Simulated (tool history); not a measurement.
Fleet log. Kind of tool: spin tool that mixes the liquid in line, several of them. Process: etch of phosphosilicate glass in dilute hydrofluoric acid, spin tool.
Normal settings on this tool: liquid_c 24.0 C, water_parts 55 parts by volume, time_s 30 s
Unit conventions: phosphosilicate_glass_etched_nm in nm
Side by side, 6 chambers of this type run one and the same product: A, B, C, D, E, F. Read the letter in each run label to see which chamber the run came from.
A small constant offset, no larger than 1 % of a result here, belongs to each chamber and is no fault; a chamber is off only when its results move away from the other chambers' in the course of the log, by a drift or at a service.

run   hour  liquid_c  water_parts  time_s  read-back film thickness of the phosphosilicate glass reference wafer, read on the same gauge (nm)  phosphosilicate_glass_etched_nm
 1E    4.7      24.0           55      30                                                                                              79.992                           77.375
 2B    8.6      24.0           55      30                                                                                              79.982                           78.265
 3C   12.2      24.0           55      30                                                                                              79.984                           78.052
 4A   16.5      24.0           55      30                                                                                              79.988                           78.110
 5F   19.1      24.0           55      30                                                                                              80.022                           77.998
 6D   22.1      20.5           80      30                                                                                              80.008                           45.357
 7E   26.6      20.5           80      30                                                                                              80.001                           44.026
 8A   31.5      20.5           80      30                                                                                              79.999                           44.719
 9C   34.1      20.5           80      30                                                                                              80.004                           45.598
      38.9  -- chamber E: hydrofluoric acid flow meter replaced
10F   39.2      20.5           80      30                                                                                              79.995                           45.022
11D   43.6      20.5           80      30                                                                                              79.991                           45.767
12B   48.0      24.0           55      30                                                                                              79.993                           78.315
13B   53.2      24.0           55      30                                                                                              79.999                           78.298
14A   55.9      24.0           55      30                                                                                              80.024                           77.955
15D   61.0      24.0           55      30                                                                                              79.989                           79.446
16E   64.4      24.0           55      30                                                                                              79.994                           75.617
17F   67.8      24.0           55      30                                                                                              80.015                           77.837
18C   71.9      24.0           55      30                                                                                              79.988                           77.605
19B   74.3      24.0           55      30                                                                                              80.016                           78.469
20A   78.0      24.0           55      30                                                                                              80.001                           78.899
21C   81.8      24.0           55      30                                                                                              80.019                           78.192
22D   86.0      24.0           55      30                                                                                              79.995                           78.345
23F   88.6      24.0           55      30                                                                                              80.012                           77.654
24E   91.7      24.0           55      30                                                                                              80.032                           73.031
25A   96.0      24.0           55      30                                                                                              80.017                           77.804
26F   99.6      24.0           55      30                                                                                              79.992                           77.936
27C  104.0      24.0           55      30                                                                                              79.983                           77.906
28E  106.6      24.0           55      30                                                                                              80.019                           73.009
29B  109.5      24.0           55      30                                                                                              79.973                           79.348
30D  114.3      24.0           55      30                                                                                              79.983                           78.024
31E  117.5      24.0           55      30                                                                                              80.013                           73.310
32B  121.7      24.0           55      30                                                                                              79.996                           78.224
33A  124.8      24.0           55      30                                                                                              79.985                           78.522
34D  130.0      24.0           55      30                                                                                              79.983                           78.375
35C  134.8      24.0           55      30                                                                                              79.963                           78.132
36F  137.3      24.0           55      30                                                                                              80.011                           78.408
37F  139.9      24.0           55      30                                                                                              80.022                           78.309
38A  143.5      24.0           55      30                                                                                              79.977                           79.172
39C  148.0      24.0           55      30                                                                                              80.019                           78.050
40B  151.5      24.0           55      30                                                                                              80.005                           78.843

Which is it: a chamber that has drifted or been left off by a service, a gauge drift common to all chambers, or only each chamber's usual small offset? If a chamber is off, name it and its likeliest cause.

It is chamber E that slowly wanders off from its peers.
Cause: liquid colder than its thermometer reads (K) = 2.2.

Below are 4 candidate recipes for chamber E's next run, each the usual settings with a change, their results shown as question marks. Which of them brings E's results back in line with what the other chambers give on the usual settings?
Counts as in line when no further than this from what the other chambers average on the usual settings: phosphosilicate_glass_etched_nm 2.700 nm
41E-1  155.5      25.0           55      30                                                                                                                                    ?
41E-2  155.5      23.0           55      30                                                                                                                                    ?
41E-3  155.5      21.5           55      30                                                                                                                                    ?
41E-4  155.5      24.0           50      30                                                                                                                                    ?

Other chambers, usual settings, mean: phosphosilicate_glass_etched_nm 78.280 nm
  run  phosphosilicate_glass_etched_nm
41E-1                           73.990
41E-2                           68.123
41E-3                           63.989
41E-4                           78.680
The answer is 41E-4, which returns the chamber to within the allowed miss of the others.
